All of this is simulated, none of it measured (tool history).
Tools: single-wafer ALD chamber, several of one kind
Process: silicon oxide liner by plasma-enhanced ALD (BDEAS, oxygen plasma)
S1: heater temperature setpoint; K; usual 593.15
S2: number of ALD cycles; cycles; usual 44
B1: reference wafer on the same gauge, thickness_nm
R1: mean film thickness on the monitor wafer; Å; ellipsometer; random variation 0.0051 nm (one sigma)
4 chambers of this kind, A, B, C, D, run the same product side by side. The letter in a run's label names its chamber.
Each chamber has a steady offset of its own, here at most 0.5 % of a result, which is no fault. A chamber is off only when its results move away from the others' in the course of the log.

| run | day | S1 | S2 | B1 | R1 |
|---|---|---|---|---|---|
| 1A | 0.283 | 593.15 | 44 | 4.4903 | 39.903 |
| 2D | 0.521 | 593.15 | 44 | 4.4899 | 39.927 |
| 3B | 0.821 | 593.15 | 44 | 4.4886 | 40.012 |
| 4C | 1.242 | 593.15 | 44 | 4.4872 | 39.756 |
| 5D | 1.596 | 598.15 | 44 | 4.4885 | 39.620 |
| 6C | 1.854 | 598.15 | 44 | 4.4864 | 39.532 |
| 7B | 2.150 | 598.15 | 44 | 4.4867 | 39.563 |
| 8A | 2.558 | 598.15 | 44 | 4.4865 | 39.583 |
| 9D | 2.850 | 593.15 | 44 | 4.4848 | 39.923 |
| 10A | 3.204 | 588.15 | 49 | 4.4837 | 44.830 |
| 11B | 3.612 | 588.15 | 49 | 4.4850 | 44.720 |
| 12C | 3.946 | 588.15 | 49 | 4.4813 | 44.595 |
| 13B | 4.275 | 588.15 | 49 | 4.4829 | 44.738 |
| 14D | 4.621 | 593.15 | 44 | 4.4809 | 39.890 |
| 15A | 4.838 | 593.15 | 44 | 4.4813 | 39.901 |
| 16C | 5.083 | 593.15 | 44 | 4.4781 | 39.696 |
| 17C | 5.308 | 593.15 | 44 | 4.4806 | 39.653 |
| 18D | 5.725 | 593.15 | 44 | 4.4805 | 39.866 |
| 19B | 6.108 | 593.15 | 44 | 4.4782 | 39.786 |
| 20A | 6.375 | 580.15 | 49 | 4.4780 | 45.239 |
| 21D | 6.733 | 580.15 | 49 | 4.4778 | 45.213 |
| 22B | 7.067 | 580.15 | 49 | 4.4774 | 45.282 |
| 23C | 7.429 | 580.15 | 49 | 4.4764 | 44.962 |
| 24A | 7.812 | 593.15 | 44 | 4.4753 | 39.833 |
| 25B | 8.229 | 593.15 | 44 | 4.4745 | 39.763 |
| 26C | 8.583 | 593.15 | 44 | 4.4740 | 39.619 |
| 27A | 8.933 | 593.15 | 44 | 4.4727 | 39.721 |
| 28D | 9.167 | 593.15 | 44 | 4.4741 | 39.698 |
| 29A | 9.517 | 593.15 | 44 | 4.4740 | 39.769 |
| 30D | 9.783 | 578.15 | 44 | 4.4703 | 40.658 |
| 31C | 10.138 | 578.15 | 44 | 4.4720 | 40.438 |
| 32B | 10.388 | 578.15 | 44 | 4.4709 | 40.588 |
| 33A | 10.612 | 578.15 | 44 | 4.4709 | 40.645 |
| 34C | 10.904 | 583.15 | 44 | 4.4702 | 40.202 |
| 35B | 11.258 | 583.15 | 44 | 4.4703 | 40.307 |
| 36D | 11.633 | 583.15 | 44 | 4.4687 | 40.275 |
| 37B | 11.933 | 583.15 | 44 | 4.4690 | 40.333 |
| 38D | 12.267 | 593.15 | 44 | 4.4671 | 39.749 |
| 39A | 12.521 | 593.15 | 44 | 4.4674 | 39.791 |

Is one chamber off against the others, does the gauge drift, or is nothing wrong? If a chamber is off, say which, and what the likeliest cause is.

The gauge drifts, so all chambers seem to drift together. No chamber is off.
Cause: gauge reads low (%) = 0.528.

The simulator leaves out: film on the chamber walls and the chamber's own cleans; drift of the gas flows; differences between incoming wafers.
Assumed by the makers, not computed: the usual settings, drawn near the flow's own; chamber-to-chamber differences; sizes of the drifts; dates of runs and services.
